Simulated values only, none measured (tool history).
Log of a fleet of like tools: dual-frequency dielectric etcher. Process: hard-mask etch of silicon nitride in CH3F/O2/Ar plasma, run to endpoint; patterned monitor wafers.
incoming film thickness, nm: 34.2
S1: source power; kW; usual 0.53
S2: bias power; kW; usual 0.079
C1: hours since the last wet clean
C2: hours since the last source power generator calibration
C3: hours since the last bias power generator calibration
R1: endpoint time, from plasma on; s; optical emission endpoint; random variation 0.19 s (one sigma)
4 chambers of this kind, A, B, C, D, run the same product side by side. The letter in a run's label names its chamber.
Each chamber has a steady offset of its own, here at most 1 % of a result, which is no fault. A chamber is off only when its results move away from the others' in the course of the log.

run 1B hour=7 | S1=0.53 S2=0.079 | C1=69.2 C2=120.4 C3=1513.6 | R1=43.327
run 2C hour=13.4 | S1=0.53 S2=0.079 | C1=146 C2=939.4 C3=2524.3 | R1=43.129
run 3A hour=23.9 | S1=0.53 S2=0.079 | C1=261.8 C2=2564.9 C3=2774.6 | R1=42.907
-- hour=29 chamber C: bias power generator calibrated
run 4D hour=31 | S1=0.53 S2=0.079 | C1=143.9 C2=1686 C3=147.5 | R1=43.349
run 5D hour=39.7 | S1=0.53 S2=0.079 | C1=152.6 C2=1694.7 C3=156.2 | R1=43.136
-- hour=48.8 chamber A: source power generator calibrated
run 6B hour=51.2 | S1=0.53 S2=0.079 | C1=113.4 C2=164.6 C3=1557.8 | R1=43.064
run 7A hour=56.3 | S1=0.53 S2=0.079 | C1=294.2 C2=7.5 C3=2807 | R1=43.181
run 8C hour=61.9 | S1=0.53 S2=0.079 | C1=194.5 C2=987.9 C3=33 | R1=42.999
run 9B hour=73.3 | S1=0.43 S2=0.093 | C1=135.5 C2=186.7 C3=1579.9 | R1=44.053
run 10A hour=79.5 | S1=0.43 S2=0.093 | C1=317.4 C2=30.7 C3=2830.2 | R1=44.103
run 11D hour=86.1 | S1=0.43 S2=0.093 | C1=199 C2=1741.1 C3=202.6 | R1=44.11
run 12C hour=97.7 | S1=0.43 S2=0.093 | C1=230.3 C2=1023.7 C3=68.8 | R1=44.228
run 13D hour=104.9 | S1=0.6 S2=0.09 | C1=217.8 C2=1759.9 C3=221.4 | R1=39.203
run 14A hour=114.7 | S1=0.6 S2=0.09 | C1=352.6 C2=65.9 C3=2865.4 | R1=39.932
run 15B hour=123 | S1=0.6 S2=0.09 | C1=185.2 C2=236.4 C3=1629.6 | R1=39.268
run 16C hour=133.2 | S1=0.6 S2=0.09 | C1=265.8 C2=1059.2 C3=104.3 | R1=39.309
run 17B hour=142.4 | S1=0.53 S2=0.079 | C1=204.6 C2=255.8 C3=1649 | R1=42.992
run 18A hour=154 | S1=0.53 S2=0.079 | C1=391.9 C2=105.2 C3=2904.7 | R1=43.959
run 19D hour=161.3 | S1=0.53 S2=0.079 | C1=274.2 C2=1816.3 C3=277.8 | R1=43.3
run 20C hour=172.8 | S1=0.53 S2=0.079 | C1=305.4 C2=1098.8 C3=143.9 | R1=42.895
run 21C hour=183.8 | S1=0.62 S2=0.085 | C1=316.4 C2=1109.8 C3=154.9 | R1=39.493
run 22D hour=189.8 | S1=0.62 S2=0.085 | C1=302.7 C2=1844.8 C3=306.3 | R1=39.77
run 23A hour=199.2 | S1=0.62 S2=0.085 | C1=437.1 C2=150.4 C3=2949.9 | R1=40.891
run 24B hour=207.3 | S1=0.62 S2=0.085 | C1=269.5 C2=320.7 C3=1713.9 | R1=39.565
run 25B hour=213.5 | S1=0.53 S2=0.079 | C1=275.7 C2=326.9 C3=1720.1 | R1=42.579
run 26A hour=222.3 | S1=0.53 S2=0.079 | C1=460.2 C2=173.5 C3=2973 | R1=44.567
run 27C hour=228.1 | S1=0.53 S2=0.079 | C1=360.7 C2=1154.1 C3=199.2 | R1=42.964
run 28D hour=233.7 | S1=0.47 S2=0.079 | C1=346.6 C2=1888.7 C3=350.2 | R1=45.148
run 29D hour=239.5 | S1=0.47 S2=0.079 | C1=352.4 C2=1894.5 C3=356 | R1=45.093
run 30A hour=248.5 | S1=0.47 S2=0.079 | C1=486.4 C2=199.7 C3=2999.2 | R1=47.145
run 31C hour=257.8 | S1=0.47 S2=0.079 | C1=390.4 C2=1183.8 C3=228.9 | R1=44.793
run 32B hour=264 | S1=0.53 S2=0.079 | C1=326.2 C2=377.4 C3=1770.6 | R1=43.114

Next, every chamber runs the same settings. What will each give?
run 33A hour=272.4 | S1=0.53 S2=0.079 | R1=?
run 33B hour=272.4 | S1=0.53 S2=0.079 | R1=?
run 33C hour=272.4 | S1=0.53 S2=0.079 | R1=?
run 33D hour=272.4 | S1=0.53 S2=0.079 | R1=?

run=33A R1=45.568
run=33B R1=42.819
run=33C R1=43.238
run=33D R1=43.177

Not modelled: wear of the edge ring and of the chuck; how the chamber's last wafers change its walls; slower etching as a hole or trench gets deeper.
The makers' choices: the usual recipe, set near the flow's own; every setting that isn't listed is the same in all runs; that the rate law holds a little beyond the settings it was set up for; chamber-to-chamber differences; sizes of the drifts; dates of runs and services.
